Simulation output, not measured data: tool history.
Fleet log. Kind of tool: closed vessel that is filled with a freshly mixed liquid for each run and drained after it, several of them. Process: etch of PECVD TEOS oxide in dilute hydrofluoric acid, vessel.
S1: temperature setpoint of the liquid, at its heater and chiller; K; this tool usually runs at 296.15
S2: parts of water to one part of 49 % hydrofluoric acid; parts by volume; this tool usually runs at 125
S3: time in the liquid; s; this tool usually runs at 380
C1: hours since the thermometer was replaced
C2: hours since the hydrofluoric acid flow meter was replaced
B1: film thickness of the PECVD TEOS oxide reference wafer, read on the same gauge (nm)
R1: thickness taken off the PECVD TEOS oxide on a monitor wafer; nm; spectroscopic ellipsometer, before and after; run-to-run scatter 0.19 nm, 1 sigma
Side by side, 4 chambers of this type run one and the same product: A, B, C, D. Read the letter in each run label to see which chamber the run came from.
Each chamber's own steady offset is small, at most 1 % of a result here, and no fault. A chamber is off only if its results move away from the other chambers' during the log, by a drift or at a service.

{"run": "1D", "hour": 5.7, "S1": 296.15, "S2": 125, "S3": 380, "C1": 142.2, "C2": 157.3, "B1": 39.993, "R1": 59.018}
{"run": "2C", "hour": 18.1, "S1": 296.15, "S2": 125, "S3": 380, "C1": 1337.4, "C2": 876.2, "B1": 40.025, "R1": 58.971}
{"run": "3A", "hour": 30.7, "S1": 296.15, "S2": 125, "S3": 380, "C1": 918.0, "C2": 438.7, "B1": 40.019, "R1": 59.267}
{"run": "4B", "hour": 43.8, "S1": 296.15, "S2": 125, "S3": 380, "C1": 254.5, "C2": 222.9, "B1": 40.046, "R1": 59.302}
{"run": "5B", "hour": 52.5, "S1": 296.15, "S2": 125, "S3": 380, "C1": 263.2, "C2": 231.6, "B1": 39.955, "R1": 59.213}
{"hour": 52.9, "done": "chamber A: thermometer replaced"}
{"run": "6A", "hour": 60.1, "S1": 291.15, "S2": 170, "S3": 380, "C1": 7.2, "C2": 468.1, "B1": 39.969, "R1": 33.867}
{"run": "7C", "hour": 66.4, "S1": 291.15, "S2": 170, "S3": 380, "C1": 1385.7, "C2": 924.5, "B1": 39.962, "R1": 33.953}
{"run": "8D", "hour": 78.9, "S1": 291.15, "S2": 170, "S3": 380, "C1": 215.4, "C2": 230.5, "B1": 39.965, "R1": 34.143}
{"run": "9D", "hour": 90.1, "S1": 291.15, "S2": 170, "S3": 380, "C1": 226.6, "C2": 241.7, "B1": 40.022, "R1": 34.015}
{"run": "10B", "hour": 102.8, "S1": 296.15, "S2": 125, "S3": 380, "C1": 313.5, "C2": 281.9, "B1": 39.958, "R1": 59.568}
{"run": "11C", "hour": 115.4, "S1": 296.15, "S2": 125, "S3": 380, "C1": 1434.7, "C2": 973.5, "B1": 40.007, "R1": 58.937}
{"run": "12A", "hour": 127.4, "S1": 296.15, "S2": 125, "S3": 380, "C1": 74.5, "C2": 535.4, "B1": 39.954, "R1": 59.086}
{"run": "13B", "hour": 135.4, "S1": 296.15, "S2": 125, "S3": 380, "C1": 346.1, "C2": 314.5, "B1": 39.966, "R1": 59.372}
{"run": "14D", "hour": 141.7, "S1": 296.15, "S2": 125, "S3": 380, "C1": 278.2, "C2": 293.3, "B1": 40.004, "R1": 59.226}
{"run": "15A", "hour": 150.4, "S1": 296.15, "S2": 100, "S3": 380, "C1": 97.5, "C2": 558.4, "B1": 39.992, "R1": 76.459}
{"run": "16C", "hour": 160.0, "S1": 296.15, "S2": 100, "S3": 380, "C1": 1479.3, "C2": 1018.1, "B1": 39.998, "R1": 76.211}
{"run": "17C", "hour": 172.6, "S1": 296.15, "S2": 100, "S3": 380, "C1": 1491.9, "C2": 1030.7, "B1": 39.997, "R1": 75.581}
{"run": "18B", "hour": 182.0, "S1": 296.15, "S2": 100, "S3": 380, "C1": 392.7, "C2": 361.1, "B1": 40.016, "R1": 75.667}
{"run": "19A", "hour": 189.6, "S1": 296.15, "S2": 125, "S3": 380, "C1": 136.7, "C2": 597.6, "B1": 40.011, "R1": 59.109}
{"run": "20D", "hour": 197.7, "S1": 296.15, "S2": 125, "S3": 380, "C1": 334.2, "C2": 349.3, "B1": 40.016, "R1": 59.186}
{"run": "21B", "hour": 204.2, "S1": 296.15, "S2": 125, "S3": 380, "C1": 414.9, "C2": 383.3, "B1": 39.986, "R1": 59.382}
{"run": "22D", "hour": 217.2, "S1": 296.15, "S2": 125, "S3": 380, "C1": 353.7, "C2": 368.8, "B1": 39.985, "R1": 59.025}
{"run": "23A", "hour": 224.5, "S1": 294.15, "S2": 125, "S3": 380, "C1": 171.6, "C2": 632.5, "B1": 39.955, "R1": 54.755}
{"run": "24C", "hour": 233.6, "S1": 294.15, "S2": 125, "S3": 380, "C1": 1552.9, "C2": 1091.7, "B1": 40.005, "R1": 54.254}
{"run": "25D", "hour": 246.0, "S1": 294.15, "S2": 125, "S3": 380, "C1": 382.5, "C2": 397.6, "B1": 40.028, "R1": 54.629}
{"run": "26C", "hour": 251.8, "S1": 294.15, "S2": 125, "S3": 380, "C1": 1571.1, "C2": 1109.9, "B1": 40.016, "R1": 53.959}
{"run": "27A", "hour": 258.6, "S1": 296.15, "S2": 125, "S3": 380, "C1": 205.7, "C2": 666.6, "B1": 39.973, "R1": 59.403}
{"run": "28B", "hour": 268.6, "S1": 296.15, "S2": 125, "S3": 380, "C1": 479.3, "C2": 447.7, "B1": 39.985, "R1": 59.262}
{"run": "29C", "hour": 281.4, "S1": 296.15, "S2": 125, "S3": 380, "C1": 1600.7, "C2": 1139.5, "B1": 40.011, "R1": 58.434}
{"run": "30A", "hour": 287.7, "S1": 296.15, "S2": 125, "S3": 380, "C1": 234.8, "C2": 695.7, "B1": 39.966, "R1": 59.109}
{"run": "31B", "hour": 294.5, "S1": 296.15, "S2": 125, "S3": 380, "C1": 505.2, "C2": 473.6, "B1": 40.034, "R1": 59.16}
{"hour": 303.5, "done": "chamber A: hydrofluoric acid flow meter replaced"}
{"run": "32D", "hour": 306.2, "S1": 296.15, "S2": 125, "S3": 380, "C1": 442.7, "C2": 457.8, "B1": 40.025, "R1": 59.245}
{"run": "33B", "hour": 315.7, "S1": 296.15, "S2": 125, "S3": 380, "C1": 526.4, "C2": 494.8, "B1": 39.991, "R1": 59.211}
{"run": "34D", "hour": 321.5, "S1": 296.15, "S2": 125, "S3": 380, "C1": 458.0, "C2": 473.1, "B1": 40.04, "R1": 58.967}
{"run": "35A", "hour": 327.9, "S1": 296.15, "S2": 145, "S3": 255, "C1": 275.0, "C2": 24.5, "B1": 39.984, "R1": 33.396}
{"run": "36C", "hour": 335.1, "S1": 296.15, "S2": 145, "S3": 255, "C1": 1654.4, "C2": 1193.2, "B1": 39.961, "R1": 33.229}
{"run": "37C", "hour": 346.2, "S1": 296.15, "S2": 145, "S3": 255, "C1": 1665.5, "C2": 1204.3, "B1": 40.005, "R1": 32.954}
{"run": "38D", "hour": 355.2, "S1": 296.15, "S2": 145, "S3": 255, "C1": 491.7, "C2": 506.8, "B1": 39.954, "R1": 33.504}
{"run": "39A", "hour": 366.0, "S1": 296.15, "S2": 125, "S3": 380, "C1": 313.1, "C2": 62.6, "B1": 39.999, "R1": 59.326}

All chambers now run identical settings, listed one chamber a line with results as question marks. What results will each chamber show?
{"run": "40A", "hour": 375.5, "S1": 296.15, "S2": 125, "S3": 280, "R1": "?"}
{"run": "40B", "hour": 375.5, "S1": 296.15, "S2": 125, "S3": 280, "R1": "?"}
{"run": "40C", "hour": 375.5, "S1": 296.15, "S2": 125, "S3": 280, "R1": "?"}
{"run": "40D", "hour": 375.5, "S1": 296.15, "S2": 125, "S3": 280, "R1": "?"}

run=40A R1=43.681
run=40B R1=43.658
run=40C R1=42.919
run=40D R1=43.523
